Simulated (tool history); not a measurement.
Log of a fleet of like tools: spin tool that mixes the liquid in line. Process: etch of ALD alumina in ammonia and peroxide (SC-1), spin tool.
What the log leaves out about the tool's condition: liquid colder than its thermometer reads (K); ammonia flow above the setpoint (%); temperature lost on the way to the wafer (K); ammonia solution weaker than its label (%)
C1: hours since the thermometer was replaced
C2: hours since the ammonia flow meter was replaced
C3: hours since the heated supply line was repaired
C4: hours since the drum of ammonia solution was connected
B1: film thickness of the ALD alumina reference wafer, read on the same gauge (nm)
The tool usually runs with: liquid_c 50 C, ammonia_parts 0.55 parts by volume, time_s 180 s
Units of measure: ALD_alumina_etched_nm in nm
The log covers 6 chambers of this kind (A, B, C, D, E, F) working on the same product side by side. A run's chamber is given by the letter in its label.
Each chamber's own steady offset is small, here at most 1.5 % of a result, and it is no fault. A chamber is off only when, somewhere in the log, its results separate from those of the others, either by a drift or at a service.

-- hour=5.7 chamber F: new drum of ammonia solution connected
run 1E hour=15 | liquid_c=50 ammonia_parts=0.55 time_s=180 | C1=1388.1 C2=1125.9 C3=3231.8 C4=771.7 | B1=89.979 | ALD_alumina_etched_nm=10.285
run 2B hour=22.8 | liquid_c=50 ammonia_parts=0.55 time_s=180 | C1=464 C2=99.1 C3=976.4 C4=218.7 | B1=89.982 | ALD_alumina_etched_nm=10.13
run 3F hour=36.7 | liquid_c=50 ammonia_parts=0.55 time_s=180 | C1=348.6 C2=749.5 C3=1733.3 C4=31 | B1=90.004 | ALD_alumina_etched_nm=10.207
-- hour=38.8 chamber D: ammonia flow meter replaced
run 4A hour=48.8 | liquid_c=50 ammonia_parts=0.55 time_s=180 | C1=1458.1 C2=1917.2 C3=3473 C4=349.8 | B1=90.005 | ALD_alumina_etched_nm=10.239
run 5D hour=59.7 | liquid_c=50 ammonia_parts=0.55 time_s=180 | C1=2386.8 C2=21 C3=190.1 C4=426.9 | B1=89.983 | ALD_alumina_etched_nm=10.133
-- hour=67.8 chamber A: new drum of ammonia solution connected
run 6C hour=71.2 | liquid_c=50 ammonia_parts=0.55 time_s=180 | C1=694.9 C2=769.5 C3=1364.8 C4=415.9 | B1=89.998 | ALD_alumina_etched_nm=10.081
-- hour=78.2 chamber A: heated supply line repaired
run 7E hour=79.3 | liquid_c=50 ammonia_parts=0.55 time_s=180 | C1=1452.4 C2=1190.2 C3=3296.1 C4=836 | B1=89.984 | ALD_alumina_etched_nm=10.179
run 8F hour=94.6 | liquid_c=50 ammonia_parts=0.65 time_s=105 | C1=406.5 C2=807.4 C3=1791.2 C4=88.9 | B1=90.017 | ALD_alumina_etched_nm=5.9996
run 9C hour=104.7 | liquid_c=50 ammonia_parts=0.65 time_s=105 | C1=728.4 C2=803 C3=1398.3 C4=449.4 | B1=90.008 | ALD_alumina_etched_nm=5.9828
run 10D hour=115.9 | liquid_c=50 ammonia_parts=0.65 time_s=105 | C1=2443 C2=77.2 C3=246.3 C4=483.1 | B1=90.004 | ALD_alumina_etched_nm=5.978
-- hour=126.8 chamber C: heated supply line repaired
run 11B hour=130.7 | liquid_c=50 ammonia_parts=0.65 time_s=105 | C1=571.9 C2=207 C3=1084.3 C4=326.6 | B1=89.989 | ALD_alumina_etched_nm=5.9725
-- hour=132.5 chamber C: new drum of ammonia solution connected
run 12A hour=144.2 | liquid_c=50 ammonia_parts=0.65 time_s=105 | C1=1553.5 C2=2012.6 C3=66.1 C4=76.4 | B1=90.019 | ALD_alumina_etched_nm=6.0213
run 13F hour=160.1 | liquid_c=50 ammonia_parts=0.65 time_s=105 | C1=472 C2=872.9 C3=1856.7 C4=154.4 | B1=89.98 | ALD_alumina_etched_nm=5.9311
run 14A hour=171.6 | liquid_c=50 ammonia_parts=0.55 time_s=180 | C1=1580.9 C2=2040 C3=93.5 C4=103.8 | B1=89.993 | ALD_alumina_etched_nm=10.121
run 15B hour=180.9 | liquid_c=50 ammonia_parts=0.55 time_s=180 | C1=622.1 C2=257.2 C3=1134.5 C4=376.8 | B1=90.005 | ALD_alumina_etched_nm=10.202
run 16C hour=189.5 | liquid_c=50 ammonia_parts=0.55 time_s=180 | C1=813.2 C2=887.8 C3=62.8 C4=57 | B1=89.998 | ALD_alumina_etched_nm=10.261
run 17E hour=198.7 | liquid_c=50 ammonia_parts=0.55 time_s=180 | C1=1571.8 C2=1309.6 C3=3415.5 C4=955.4 | B1=89.973 | ALD_alumina_etched_nm=10.226
run 18D hour=206.9 | liquid_c=50 ammonia_parts=0.55 time_s=180 | C1=2534 C2=168.2 C3=337.3 C4=574.1 | B1=90.016 | ALD_alumina_etched_nm=10.045
run 19C hour=217.8 | liquid_c=50 ammonia_parts=0.55 time_s=180 | C1=841.5 C2=916.1 C3=91.1 C4=85.3 | B1=89.989 | ALD_alumina_etched_nm=10.197
run 20A hour=227 | liquid_c=50 ammonia_parts=0.55 time_s=180 | C1=1636.3 C2=2095.4 C3=148.9 C4=159.2 | B1=89.99 | ALD_alumina_etched_nm=10.128
-- hour=236.3 chamber E: ammonia flow meter replaced
run 21E hour=238.6 | liquid_c=50 ammonia_parts=0.55 time_s=180 | C1=1611.7 C2=2.4 C3=3455.4 C4=995.3 | B1=89.999 | ALD_alumina_etched_nm=10.139
run 22F hour=247.7 | liquid_c=50 ammonia_parts=0.55 time_s=180 | C1=559.6 C2=960.5 C3=1944.3 C4=242 | B1=89.983 | ALD_alumina_etched_nm=9.8367
-- hour=254.6 chamber E: new drum of ammonia solution connected
run 23B hour=256.4 | liquid_c=50 ammonia_parts=0.55 time_s=130 | C1=697.6 C2=332.7 C3=1210 C4=452.3 | B1=90.004 | ALD_alumina_etched_nm=7.3443
run 24D hour=271 | liquid_c=50 ammonia_parts=0.55 time_s=130 | C1=2598.1 C2=232.3 C3=401.4 C4=638.2 | B1=89.997 | ALD_alumina_etched_nm=7.301
run 25E hour=279.3 | liquid_c=50 ammonia_parts=0.55 time_s=130 | C1=1652.4 C2=43.1 C3=3496.1 C4=24.7 | B1=89.997 | ALD_alumina_etched_nm=7.254
run 26B hour=288.1 | liquid_c=50 ammonia_parts=0.55 time_s=130 | C1=729.3 C2=364.4 C3=1241.7 C4=484 | B1=90.02 | ALD_alumina_etched_nm=7.3194
run 27D hour=303.1 | liquid_c=50 ammonia_parts=0.55 time_s=130 | C1=2630.2 C2=264.4 C3=433.5 C4=670.3 | B1=89.979 | ALD_alumina_etched_nm=7.2254
run 28A hour=312.3 | liquid_c=50 ammonia_parts=0.55 time_s=130 | C1=1721.6 C2=2180.7 C3=234.2 C4=244.5 | B1=90.002 | ALD_alumina_etched_nm=7.3174
run 29F hour=321.6 | liquid_c=50 ammonia_parts=0.55 time_s=180 | C1=633.5 C2=1034.4 C3=2018.2 C4=315.9 | B1=89.99 | ALD_alumina_etched_nm=9.866
-- hour=325.7 chamber D: thermometer replaced
run 30C hour=337.3 | liquid_c=50 ammonia_parts=0.55 time_s=180 | C1=961 C2=1035.6 C3=210.6 C4=204.8 | B1=89.972 | ALD_alumina_etched_nm=10.166
-- hour=345.6 chamber D: new drum of ammonia solution connected
run 31B hour=347.6 | liquid_c=50 ammonia_parts=0.55 time_s=180 | C1=788.8 C2=423.9 C3=1301.2 C4=543.5 | B1=89.996 | ALD_alumina_etched_nm=10.17
run 32F hour=358.5 | liquid_c=50 ammonia_parts=0.55 time_s=180 | C1=670.4 C2=1071.3 C3=2055.1 C4=352.8 | B1=90.021 | ALD_alumina_etched_nm=9.8575
-- hour=359.6 chamber A: thermometer replaced
run 33A hour=366.5 | liquid_c=50 ammonia_parts=0.55 time_s=180 | C1=7 C2=2234.9 C3=288.4 C4=298.7 | B1=90.001 | ALD_alumina_etched_nm=10.267
-- hour=368.2 chamber F: new drum of ammonia solution connected
-- hour=371.5 chamber B: new drum of ammonia solution connected
run 34E hour=380.1 | liquid_c=50 ammonia_parts=0.55 time_s=180 | C1=1753.2 C2=143.9 C3=3596.9 C4=125.5 | B1=90.003 | ALD_alumina_etched_nm=10.149
run 35C hour=389.3 | liquid_c=50 ammonia_parts=0.55 time_s=180 | C1=1013 C2=1087.6 C3=262.6 C4=256.8 | B1=89.985 | ALD_alumina_etched_nm=10.176
run 36D hour=399 | liquid_c=50 ammonia_parts=0.55 time_s=180 | C1=73.4 C2=360.3 C3=529.4 C4=53.5 | B1=90.006 | ALD_alumina_etched_nm=10.154
run 37B hour=406 | liquid_c=50 ammonia_parts=0.55 time_s=180 | C1=847.2 C2=482.3 C3=1359.6 C4=34.5 | B1=90.005 | ALD_alumina_etched_nm=10.177
run 38C hour=413.3 | liquid_c=57 ammonia_parts=0.3 time_s=180 | C1=1037 C2=1111.6 C3=286.6 C4=280.8 | B1=89.995 | ALD_alumina_etched_nm=13.804
-- hour=427.2 chamber F: ammonia flow meter replaced
run 39E hour=428.4 | liquid_c=57 ammonia_parts=0.3 time_s=180 | C1=1801.5 C2=192.2 C3=3645.2 C4=173.8 | B1=90.011 | ALD_alumina_etched_nm=13.959
run 40F hour=440.5 | liquid_c=57 ammonia_parts=0.3 time_s=180 | C1=752.4 C2=13.4 C3=2137.1 C4=72.3 | B1=89.985 | ALD_alumina_etched_nm=13.432
-- hour=442 chamber A: new drum of ammonia solution connected
run 41A hour=456.3 | liquid_c=57 ammonia_parts=0.3 time_s=180 | C1=96.8 C2=2324.7 C3=378.2 C4=14.3 | B1=89.992 | ALD_alumina_etched_nm=14.029
run 42D hour=470.4 | liquid_c=57 ammonia_parts=0.3 time_s=180 | C1=144.8 C2=431.7 C3=600.8 C4=124.9 | B1=90.006 | ALD_alumina_etched_nm=13.969
run 43C hour=480.5 | liquid_c=57 ammonia_parts=0.3 time_s=180 | C1=1104.2 C2=1178.8 C3=353.8 C4=348 | B1=90.008 | ALD_alumina_etched_nm=13.824
run 44B hour=493.5 | liquid_c=50 ammonia_parts=0.55 time_s=180 | C1=934.7 C2=569.8 C3=1447.1 C4=122 | B1=89.995 | ALD_alumina_etched_nm=10.2

Predict what each chamber gives when all 6 of them run the settings below next.
run 45A hour=504.9 | liquid_c=50 ammonia_parts=0.7 time_s=180 | ALD_alumina_etched_nm=?
run 45B hour=504.9 | liquid_c=50 ammonia_parts=0.7 time_s=180 | ALD_alumina_etched_nm=?
run 45C hour=504.9 | liquid_c=50 ammonia_parts=0.7 time_s=180 | ALD_alumina_etched_nm=?
run 45D hour=504.9 | liquid_c=50 ammonia_parts=0.7 time_s=180 | ALD_alumina_etched_nm=?
run 45E hour=504.9 | liquid_c=50 ammonia_parts=0.7 time_s=180 | ALD_alumina_etched_nm=?
run 45F hour=504.9 | liquid_c=50 ammonia_parts=0.7 time_s=180 | ALD_alumina_etched_nm=?

run=45A ALD_alumina_etched_nm=10.441
run=45B ALD_alumina_etched_nm=10.456
run=45C ALD_alumina_etched_nm=10.381
run=45D ALD_alumina_etched_nm=10.368
run=45E ALD_alumina_etched_nm=10.426
run=45F ALD_alumina_etched_nm=9.9516
